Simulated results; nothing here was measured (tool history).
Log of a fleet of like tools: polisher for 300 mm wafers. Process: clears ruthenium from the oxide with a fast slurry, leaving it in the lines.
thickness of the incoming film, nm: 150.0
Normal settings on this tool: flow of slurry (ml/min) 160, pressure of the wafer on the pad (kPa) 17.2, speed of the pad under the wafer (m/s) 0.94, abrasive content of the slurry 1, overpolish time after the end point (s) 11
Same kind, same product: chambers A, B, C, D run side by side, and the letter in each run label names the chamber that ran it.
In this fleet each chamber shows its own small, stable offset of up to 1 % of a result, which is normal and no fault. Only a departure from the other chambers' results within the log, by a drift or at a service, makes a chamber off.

| run | day | flow of slurry (ml/min) | pressure of the wafer on the pad (kPa) | speed of the pad under the wafer (m/s) | abrasive content of the slurry | overpolish time after the end point (s) | wafers polished on this pad | hours since the slurry nozzle was cleaned | hours since the head pressure was calibrated | hours since the slurry blender was calibrated | time until the end point was called (s) | dishing of a wide line in a test structure (Å) |
|---|---|---|---|---|---|---|---|---|---|---|---|---|
| 1D | 0.258 | 160 | 17.2 | 0.94 | 1 | 11 | 1037 | 36.4 | 16.9 | 77.4 | 36.73 | 376.65 |
| 2A | 0.5 | 160 | 17.2 | 0.94 | 1 | 11 | 496 | 591.7 | 420.2 | 223.8 | 37.755 | 369.33 |
| 3C | 0.783 | 160 | 17.2 | 0.94 | 1 | 11 | 881 | 449.4 | 633.7 | 230.6 | 38.162 | 372.26 |
|  | 0.867 | chamber D: worn pad replaced by a new one |
| 4B | 1.046 | 160 | 17.2 | 0.94 | 1 | 11 | 620 | 378.9 | 543.3 | 145.8 | 37.976 | 374.46 |
| 5D | 1.388 | 160 | 17.2 | 0.94 | 1 | 11 | 126 | 63.5 | 44 | 104.5 | 37.526 | 375.76 |
| 6A | 1.646 | 160 | 17.2 | 0.94 | 1 | 11 | 773 | 619.2 | 447.7 | 251.3 | 36.998 | 364.31 |
| 7C | 2.004 | 160 | 17.2 | 0.94 | 1 | 11 | 1176 | 478.7 | 663 | 259.9 | 38.157 | 369.35 |
|  | 2.175 | chamber B: worn pad replaced by a new one |
| 8B | 2.192 | 160 | 17.2 | 0.94 | 1 | 11 | 4 | 406.4 | 570.8 | 173.3 | 37.782 | 373.94 |
| 9C | 2.362 | 160 | 17.2 | 0.94 | 1 | 11 | 1262 | 487.3 | 671.6 | 268.5 | 37.146 | 373 |
|  | 2.538 | chamber C: slurry blender recalibrated |
| 10D | 2.633 | 160 | 17.2 | 0.94 | 1 | 11 | 426 | 93.4 | 73.9 | 134.4 | 37.566 | 366.85 |
|  | 2.733 | chamber A: worn pad replaced by a new one |
|  | 2.858 | chamber A: slurry nozzle cleaned |
| 11A | 2.917 | 160 | 17.2 | 0.94 | 1 | 11 | 45 | 1.4 | 478.2 | 281.8 | 37.27 | 369.42 |
| 12B | 3.108 | 205 | 17.2 | 0.94 | 1 | 11 | 225 | 428.4 | 592.8 | 195.3 | 36.739 | 386.1 |
|  | 3.279 | chamber B: slurry nozzle cleaned |
|  | 3.296 | chamber C: worn pad replaced by a new one |
| 13A | 3.392 | 205 | 17.2 | 0.94 | 1 | 11 | 159 | 12.8 | 489.6 | 293.2 | 35.852 | 379.91 |
| 14D | 3.592 | 205 | 17.2 | 0.94 | 1 | 11 | 658 | 116.4 | 96.9 | 157.4 | 35.8 | 374.79 |
| 15B | 3.929 | 205 | 17.2 | 0.94 | 1 | 11 | 423 | 15.7 | 612.5 | 215 | 36.751 | 381.92 |
|  | 4.096 | chamber B: slurry blender recalibrated |
| 16C | 4.175 | 160 | 17.2 | 0.94 | 1 | 11 | 212 | 530.8 | 715.1 | 39.4 | 37.063 | 369.82 |
| 17D | 4.454 | 160 | 17.2 | 0.94 | 1 | 11 | 866 | 137.1 | 117.6 | 178.1 | 39.276 | 361.75 |
| 18B | 4.646 | 160 | 17.2 | 0.94 | 1 | 11 | 596 | 32.9 | 629.7 | 13.3 | 37.061 | 368.07 |
| 19C | 4.942 | 160 | 17.2 | 0.94 | 1 | 11 | 397 | 549.2 | 733.5 | 57.8 | 37.519 | 374.5 |
| 20A | 5.292 | 160 | 17.2 | 0.94 | 1 | 11 | 617 | 58.4 | 535.2 | 338.8 | 38.427 | 374.34 |
|  | 5.388 | chamber B: worn pad replaced by a new one |
| 21C | 5.471 | 160 | 17.2 | 0.94 | 1 | 11 | 524 | 561.9 | 746.2 | 70.5 | 37.304 | 370.79 |
| 22A | 5.642 | 160 | 17.2 | 0.94 | 1 | 11 | 702 | 66.8 | 543.6 | 347.2 | 36.995 | 370.22 |
| 23D | 5.917 | 160 | 17.2 | 0.94 | 1 | 11 | 1218 | 172.2 | 152.7 | 213.2 | 39.938 | 350.47 |
| 24B | 6.158 | 160 | 21.4 | 0.94 | 1 | 11 | 186 | 69.2 | 666 | 49.6 | 30.657 | 458.55 |
|  | 6.329 | chamber D: worn pad replaced by a new one |
| 25C | 6.504 | 160 | 21.4 | 0.94 | 1 | 11 | 774 | 586.7 | 771 | 95.3 | 29.905 | 458.56 |
| 26D | 6.767 | 160 | 21.4 | 0.94 | 1 | 11 | 106 | 192.6 | 173.1 | 233.6 | 32.661 | 428.15 |
| 27B | 7.096 | 160 | 21.4 | 0.94 | 1 | 11 | 412 | 91.7 | 688.5 | 72.1 | 30.731 | 464.15 |
| 28A | 7.35 | 160 | 17.2 | 0.94 | 1 | 11 | 1114 | 107.8 | 584.6 | 388.2 | 37.021 | 370.71 |

Does one chamber stand apart from the rest, does the shared gauge drift, or is all well apart from small per-chamber offsets? Give the chamber and the most likely cause, where there is one.

One chamber, D, drifts off from the rest bit by bit.
Likeliest cause: abrasive missing from the slurry, % = 18.8.
The log may not tell that from: slurry flow missing at the pad, %; head's pressure below its setpoint, %.

Below are 4 candidate recipes for chamber D's next run, each the usual settings with a change, their results shown as question marks. Which of them brings D's results back in line with what the other chambers give on the usual settings?
To be in line, a result may differ from the other chambers' mean on the usual settings by at most: time until the end point was called (s) 1.7; dishing of a wide line in a test structure (Å) 14
| 29D-1 | 7.608 | 160 | 16.5 | 0.9 | 1 | 11 |  |  |  |  | ? | ? |
| 29D-2 | 7.608 | 160 | 15.9 | 0.88 | 0.95 | 11 |  |  |  |  | ? | ? |
| 29D-3 | 7.608 | 160 | 17.9 | 0.98 | 1 | 11 |  |  |  |  | ? | ? |
| 29D-4 | 7.608 | 160 | 18.6 | 1.02 | 1.05 | 11 |  |  |  |  | ? | ? |

Usual-settings mean across the other chambers: time until the end point was called (s) 37.637; dishing of a wide line in a test structure (Å) 371.05
| run | time until the end point was called (s) | dishing of a wide line in a test structure (Å) |
|---|---|---|
| 29D-1 | 44.767 | 313.76 |
| 29D-2 | 49.017 | 288.06 |
| 29D-3 | 37.992 | 365.76 |
| 29D-4 | 34.325 | 401.78 |
It is 29D-3 that realigns the chamber with its peers.
